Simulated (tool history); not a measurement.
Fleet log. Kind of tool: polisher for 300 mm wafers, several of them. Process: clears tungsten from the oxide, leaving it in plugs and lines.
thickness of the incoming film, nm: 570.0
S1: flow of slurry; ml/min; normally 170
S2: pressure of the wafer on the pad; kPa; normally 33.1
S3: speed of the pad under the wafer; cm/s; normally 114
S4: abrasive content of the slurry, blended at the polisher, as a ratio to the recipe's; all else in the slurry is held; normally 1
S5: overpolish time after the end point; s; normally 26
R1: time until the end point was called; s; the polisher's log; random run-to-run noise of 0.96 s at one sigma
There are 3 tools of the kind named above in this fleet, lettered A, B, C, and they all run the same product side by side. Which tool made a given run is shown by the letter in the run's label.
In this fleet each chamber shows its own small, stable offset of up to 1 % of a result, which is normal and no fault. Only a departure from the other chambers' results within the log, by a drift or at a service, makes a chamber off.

{"run": "1B", "day": 0.154, "S1": 170, "S2": 33.1, "S3": 114, "S4": 1, "S5": 26, "R1": 96.943}
{"run": "2A", "day": 0.408, "S1": 170, "S2": 33.1, "S3": 114, "S4": 1, "S5": 26, "R1": 97.404}
{"day": 0.471, "done": "chamber C: slurry tank refilled with fresh slurry and peroxide"}
{"run": "3C", "day": 0.575, "S1": 170, "S2": 33.1, "S3": 114, "S4": 1, "S5": 26, "R1": 96.289}
{"day": 0.846, "done": "chamber C: worn pad replaced by a new one"}
{"run": "4C", "day": 0.875, "S1": 170, "S2": 33.1, "S3": 114, "S4": 1, "S5": 26, "R1": 98.239}
{"day": 1.033, "done": "chamber A: slurry tank refilled with fresh slurry and peroxide"}
{"run": "5A", "day": 1.125, "S1": 170, "S2": 33.1, "S3": 114, "S4": 1, "S5": 26, "R1": 96.903}
{"run": "6B", "day": 1.283, "S1": 170, "S2": 33.1, "S3": 114, "S4": 1, "S5": 26, "R1": 96.979}
{"run": "7A", "day": 1.483, "S1": 170, "S2": 33.1, "S3": 114, "S4": 1, "S5": 26, "R1": 97.654}
{"run": "8B", "day": 1.725, "S1": 170, "S2": 33.1, "S3": 114, "S4": 1, "S5": 26, "R1": 97.024}
{"day": 1.892, "done": "chamber A: worn pad replaced by a new one"}
{"run": "9C", "day": 1.979, "S1": 170, "S2": 33.1, "S3": 114, "S4": 1, "S5": 26, "R1": 100.15}
{"day": 2.117, "done": "chamber C: slurry blender recalibrated"}
{"run": "10A", "day": 2.204, "S1": 170, "S2": 33.1, "S3": 114, "S4": 1, "S5": 26, "R1": 97.1}
{"run": "11C", "day": 2.471, "S1": 170, "S2": 33.1, "S3": 114, "S4": 1, "S5": 17, "R1": 98.662}
{"run": "12B", "day": 2.662, "S1": 170, "S2": 33.1, "S3": 114, "S4": 1, "S5": 17, "R1": 97.695}
{"day": 2.75, "done": "chamber C: slurry tank refilled with fresh slurry and peroxide"}
{"run": "13B", "day": 2.842, "S1": 170, "S2": 33.1, "S3": 114, "S4": 1, "S5": 17, "R1": 98.55}
{"run": "14C", "day": 2.996, "S1": 170, "S2": 33.1, "S3": 114, "S4": 1, "S5": 26, "R1": 98.306}
{"run": "15A", "day": 3.238, "S1": 170, "S2": 41.4, "S3": 130, "S4": 1, "S5": 26, "R1": 67.953}
{"day": 3.325, "done": "chamber B: slurry blender recalibrated"}
{"run": "16C", "day": 3.504, "S1": 170, "S2": 41.4, "S3": 130, "S4": 1, "S5": 26, "R1": 69.018}
{"run": "17A", "day": 3.742, "S1": 170, "S2": 41.4, "S3": 130, "S4": 1, "S5": 26, "R1": 67.518}
{"day": 3.862, "done": "chamber B: worn pad replaced by a new one"}
{"run": "18B", "day": 3.879, "S1": 170, "S2": 33.1, "S3": 114, "S4": 1, "S5": 26, "R1": 97.867}
{"run": "19A", "day": 4.096, "S1": 125, "S2": 38.6, "S3": 114, "S4": 1, "S5": 26, "R1": 89.473}
{"run": "20B", "day": 4.242, "S1": 125, "S2": 38.6, "S3": 114, "S4": 1, "S5": 26, "R1": 89.597}
{"run": "21C", "day": 4.412, "S1": 125, "S2": 38.6, "S3": 114, "S4": 1, "S5": 26, "R1": 89.112}
{"run": "22A", "day": 4.696, "S1": 170, "S2": 33.1, "S3": 114, "S4": 1, "S5": 26, "R1": 97.832}
{"run": "23C", "day": 4.958, "S1": 170, "S2": 33.1, "S3": 114, "S4": 1, "S5": 26, "R1": 97.854}

Each of the 3 chambers runs these same settings next. Fill in every chamber's results:
{"run": "24A", "day": 5.188, "S1": 170, "S2": 38.6, "S3": 114, "S4": 1, "S5": 26, "R1": "?"}
{"run": "24B", "day": 5.188, "S1": 170, "S2": 38.6, "S3": 114, "S4": 1, "S5": 26, "R1": "?"}
{"run": "24C", "day": 5.188, "S1": 170, "S2": 38.6, "S3": 114, "S4": 1, "S5": 26, "R1": "?"}

run=24A R1=83.569
run=24B R1=84.085
run=24C R1=82.998
